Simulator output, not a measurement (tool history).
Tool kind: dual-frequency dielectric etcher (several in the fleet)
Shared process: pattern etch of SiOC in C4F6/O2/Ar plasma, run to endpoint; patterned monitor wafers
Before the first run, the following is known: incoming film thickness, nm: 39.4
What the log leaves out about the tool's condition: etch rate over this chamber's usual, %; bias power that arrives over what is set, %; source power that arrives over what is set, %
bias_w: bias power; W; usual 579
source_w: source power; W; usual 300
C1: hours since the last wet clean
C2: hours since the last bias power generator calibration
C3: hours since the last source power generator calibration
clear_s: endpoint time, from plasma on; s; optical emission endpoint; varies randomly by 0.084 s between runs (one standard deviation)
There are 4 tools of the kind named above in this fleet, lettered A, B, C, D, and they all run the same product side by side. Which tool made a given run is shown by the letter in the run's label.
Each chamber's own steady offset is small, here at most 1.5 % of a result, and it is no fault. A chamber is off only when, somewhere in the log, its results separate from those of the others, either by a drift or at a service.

{"run": "1D", "hour": 4.8, "bias_w": 579, "source_w": 300, "C1": 455, "C2": 398.7, "C3": 1351.5, "clear_s": 14.003}
{"run": "2C", "hour": 11.0, "bias_w": 579, "source_w": 300, "C1": 200, "C2": 2516.8, "C3": 2789, "clear_s": 14.075}
{"run": "3A", "hour": 18.7, "bias_w": 579, "source_w": 300, "C1": 141.5, "C2": 761.2, "C3": 476, "clear_s": 13.925}
{"run": "4B", "hour": 29.2, "bias_w": 579, "source_w": 300, "C1": 480.7, "C2": 2686.8, "C3": 4103.4, "clear_s": 13.984}
{"run": "5B", "hour": 35.5, "bias_w": 579, "source_w": 300, "C1": 487, "C2": 2693.1, "C3": 4109.7, "clear_s": 13.912}
{"hour": 43.0, "done": "chamber B: source power generator calibrated"}
{"run": "6C", "hour": 43.5, "bias_w": 579, "source_w": 300, "C1": 232.5, "C2": 2549.3, "C3": 2821.5, "clear_s": 14.103}
{"hour": 46.3, "done": "chamber B: wet clean of the chamber"}
{"run": "7D", "hour": 49.0, "bias_w": 579, "source_w": 300, "C1": 499.2, "C2": 442.9, "C3": 1395.7, "clear_s": 14.088}
{"run": "8A", "hour": 54.7, "bias_w": 579, "source_w": 300, "C1": 177.5, "C2": 797.2, "C3": 512, "clear_s": 13.859}
{"hour": 60.6, "done": "chamber D: wet clean of the chamber"}
{"run": "9B", "hour": 61.9, "bias_w": 527, "source_w": 240, "C1": 15.7, "C2": 2719.5, "C3": 19, "clear_s": 15.769}
{"run": "10C", "hour": 71.5, "bias_w": 527, "source_w": 240, "C1": 260.5, "C2": 2577.3, "C3": 2849.5, "clear_s": 16.018}
{"run": "11D", "hour": 77.2, "bias_w": 527, "source_w": 240, "C1": 16.6, "C2": 471.1, "C3": 1423.9, "clear_s": 15.817}
{"run": "12A", "hour": 83.4, "bias_w": 527, "source_w": 240, "C1": 206.2, "C2": 825.9, "C3": 540.7, "clear_s": 15.633}
{"run": "13D", "hour": 91.4, "bias_w": 579, "source_w": 300, "C1": 30.8, "C2": 485.3, "C3": 1438.1, "clear_s": 14.183}
{"run": "14B", "hour": 100.0, "bias_w": 579, "source_w": 300, "C1": 53.8, "C2": 2757.6, "C3": 57.1, "clear_s": 14.059}
{"run": "15A", "hour": 105.7, "bias_w": 579, "source_w": 300, "C1": 228.5, "C2": 848.2, "C3": 563, "clear_s": 13.762}
{"run": "16C", "hour": 113.5, "bias_w": 579, "source_w": 300, "C1": 302.5, "C2": 2619.3, "C3": 2891.5, "clear_s": 14.134}
{"run": "17C", "hour": 123.1, "bias_w": 579, "source_w": 300, "C1": 312.1, "C2": 2628.9, "C3": 2901.1, "clear_s": 14.203}
{"run": "18A", "hour": 132.1, "bias_w": 685, "source_w": 250, "C1": 254.9, "C2": 874.6, "C3": 589.4, "clear_s": 13.865}
{"run": "19D", "hour": 137.3, "bias_w": 685, "source_w": 250, "C1": 76.7, "C2": 531.2, "C3": 1484, "clear_s": 14.147}
{"run": "20B", "hour": 145.1, "bias_w": 685, "source_w": 250, "C1": 98.9, "C2": 2802.7, "C3": 102.2, "clear_s": 13.967}
{"run": "21B", "hour": 151.5, "bias_w": 685, "source_w": 250, "C1": 105.3, "C2": 2809.1, "C3": 108.6, "clear_s": 13.81}
{"run": "22C", "hour": 160.2, "bias_w": 579, "source_w": 300, "C1": 349.2, "C2": 2666, "C3": 2938.2, "clear_s": 14.218}
{"run": "23D", "hour": 165.8, "bias_w": 579, "source_w": 300, "C1": 105.2, "C2": 559.7, "C3": 1512.5, "clear_s": 13.983}
{"run": "24A", "hour": 172.8, "bias_w": 579, "source_w": 300, "C1": 295.6, "C2": 915.3, "C3": 630.1, "clear_s": 13.833}
{"hour": 175.1, "done": "chamber C: wet clean of the chamber"}
{"run": "25A", "hour": 183.1, "bias_w": 720, "source_w": 300, "C1": 305.9, "C2": 925.6, "C3": 640.4, "clear_s": 12.862}
{"run": "26B", "hour": 193.0, "bias_w": 720, "source_w": 300, "C1": 146.8, "C2": 2850.6, "C3": 150.1, "clear_s": 12.815}
{"run": "27D", "hour": 199.5, "bias_w": 720, "source_w": 300, "C1": 138.9, "C2": 593.4, "C3": 1546.2, "clear_s": 12.822}
{"run": "28C", "hour": 209.8, "bias_w": 720, "source_w": 300, "C1": 34.8, "C2": 2715.6, "C3": 2987.8, "clear_s": 12.854}
{"run": "29A", "hour": 217.8, "bias_w": 579, "source_w": 300, "C1": 340.6, "C2": 960.3, "C3": 675.1, "clear_s": 13.979}
{"run": "30D", "hour": 226.2, "bias_w": 579, "source_w": 300, "C1": 165.6, "C2": 620.1, "C3": 1572.9, "clear_s": 14.088}
{"run": "31C", "hour": 231.6, "bias_w": 579, "source_w": 300, "C1": 56.6, "C2": 2737.4, "C3": 3009.6, "clear_s": 14.039}
{"run": "32B", "hour": 238.5, "bias_w": 579, "source_w": 300, "C1": 192.3, "C2": 2896.1, "C3": 195.6, "clear_s": 14.053}
{"run": "33B", "hour": 247.9, "bias_w": 579, "source_w": 300, "C1": 201.7, "C2": 2905.5, "C3": 205, "clear_s": 14.089}
{"run": "34A", "hour": 253.3, "bias_w": 579, "source_w": 300, "C1": 376.1, "C2": 995.8, "C3": 710.6, "clear_s": 13.872}
{"run": "35C", "hour": 260.3, "bias_w": 579, "source_w": 300, "C1": 85.3, "C2": 2766.1, "C3": 3038.3, "clear_s": 14.08}
{"run": "36D", "hour": 269.4, "bias_w": 579, "source_w": 300, "C1": 208.8, "C2": 663.3, "C3": 1616.1, "clear_s": 14.078}
{"run": "37B", "hour": 279.3, "bias_w": 579, "source_w": 300, "C1": 233.1, "C2": 2936.9, "C3": 236.4, "clear_s": 13.891}
{"run": "38A", "hour": 289.2, "bias_w": 579, "source_w": 300, "C1": 412, "C2": 1031.7, "C3": 746.5, "clear_s": 13.926}
{"run": "39D", "hour": 297.4, "bias_w": 579, "source_w": 300, "C1": 236.8, "C2": 691.3, "C3": 1644.1, "clear_s": 14.094}
{"run": "40C", "hour": 306.8, "bias_w": 659, "source_w": 300, "C1": 131.8, "C2": 2812.6, "C3": 3084.8, "clear_s": 13.433}

Next, all 4 chambers run the settings below, one line each with question marks for the results. What does each chamber give?
{"run": "41A", "hour": 314.4, "bias_w": 579, "source_w": 300, "clear_s": "?"}
{"run": "41B", "hour": 314.4, "bias_w": 579, "source_w": 300, "clear_s": "?"}
{"run": "41C", "hour": 314.4, "bias_w": 579, "source_w": 300, "clear_s": "?"}
{"run": "41D", "hour": 314.4, "bias_w": 579, "source_w": 300, "clear_s": "?"}

run=41A clear_s=13.941
run=41B clear_s=14.009
run=41C clear_s=14.27
run=41D clear_s=14.033
